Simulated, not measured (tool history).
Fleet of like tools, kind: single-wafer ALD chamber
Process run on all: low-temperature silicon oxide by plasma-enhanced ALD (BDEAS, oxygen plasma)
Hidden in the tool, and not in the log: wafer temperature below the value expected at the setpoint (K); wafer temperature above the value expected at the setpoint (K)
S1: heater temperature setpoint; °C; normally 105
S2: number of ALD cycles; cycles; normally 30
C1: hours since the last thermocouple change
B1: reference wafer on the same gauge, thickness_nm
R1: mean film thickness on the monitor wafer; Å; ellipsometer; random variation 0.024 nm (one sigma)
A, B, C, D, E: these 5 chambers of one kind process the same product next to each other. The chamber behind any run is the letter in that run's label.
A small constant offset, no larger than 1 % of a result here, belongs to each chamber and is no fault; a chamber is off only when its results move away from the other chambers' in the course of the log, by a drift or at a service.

run,hour,S1,S2,C1,B1,R1
1A,5.6,105,30,2960.3,4.8716,42.214
2D,11.4,105,30,2526.0,4.8667,42.797
3B,16.4,105,30,924.9,4.8680,42.209
4E,20.6,105,30,787.1,4.8662,42.125
5C,25.4,105,30,1152.4,4.8622,42.272
6D,28.1,105,30,2542.7,4.8683,42.201
7E,31.2,105,30,797.7,4.8679,42.461
8C,36.3,105,30,1163.3,4.8722,42.397
9B,41.7,105,30,950.2,4.8681,42.415
10A,47.0,105,30,3001.7,4.8639,41.946
11E,52.1,105,30,818.6,4.8689,42.330
12C,56.9,105,30,1183.9,4.8707,41.894
13B,60.2,105,30,968.7,4.8648,42.640
14D,63.2,105,30,2577.8,4.8758,42.182
15A,66.8,105,30,3021.5,4.8699,42.123
16D,69.7,105,30,2584.3,4.8701,42.784
17E,74.2,105,30,840.7,4.8709,42.832
18B,78.2,105,30,986.7,4.8717,42.542
19C,82.8,91,28,1209.8,4.8750,41.514
20A,85.9,91,28,3040.6,4.8726,41.115
21E,89.2,91,28,855.7,4.8674,41.765
22A,91.9,91,28,3046.6,4.8652,41.279
23B,96.2,91,28,1004.7,4.8713,41.465
24C,99.2,105,30,1226.2,4.8626,42.817
25D,102.2,105,30,2616.8,4.8693,42.988
26E,106.5,105,30,873.0,4.8699,42.804
27D,112.1,105,30,2626.7,4.8715,42.940
28A,114.7,110,35,3069.4,4.8618,49.001
29B,117.4,110,35,1025.9,4.8733,48.736
30C,121.1,110,35,1248.1,4.8705,48.676
31C,123.8,110,35,1250.8,4.8598,48.996
32A,128.5,110,35,3083.2,4.8701,48.917
33E,132.9,105,30,899.4,4.8688,42.842
34B,135.8,105,30,1044.3,4.8714,42.117
35D,141.1,105,30,2655.7,4.8717,42.839
36A,143.6,105,30,3098.3,4.8749,42.355
37E,147.7,105,30,914.2,4.8694,42.235
38D,151.5,105,30,2666.1,4.8654,42.149
39B,156.6,105,30,1065.1,4.8748,42.421
40C,160.8,105,30,1287.8,4.8655,43.019
41E,166.0,105,30,932.5,4.8669,42.723
42D,169.1,105,30,2683.7,4.8765,42.711
43C,172.5,105,30,1299.5,4.8753,42.221
44A,176.7,105,30,3131.4,4.8735,41.857

Next, every chamber runs the same settings. What will each give?
45A,180.9,105,34,,,?
45B,180.9,105,34,,,?
45C,180.9,105,34,,,?
45D,180.9,105,34,,,?
45E,180.9,105,34,,,?

run,R1
45A,47.347
45B,47.773
45C,48.154
45D,48.157
45E,48.066

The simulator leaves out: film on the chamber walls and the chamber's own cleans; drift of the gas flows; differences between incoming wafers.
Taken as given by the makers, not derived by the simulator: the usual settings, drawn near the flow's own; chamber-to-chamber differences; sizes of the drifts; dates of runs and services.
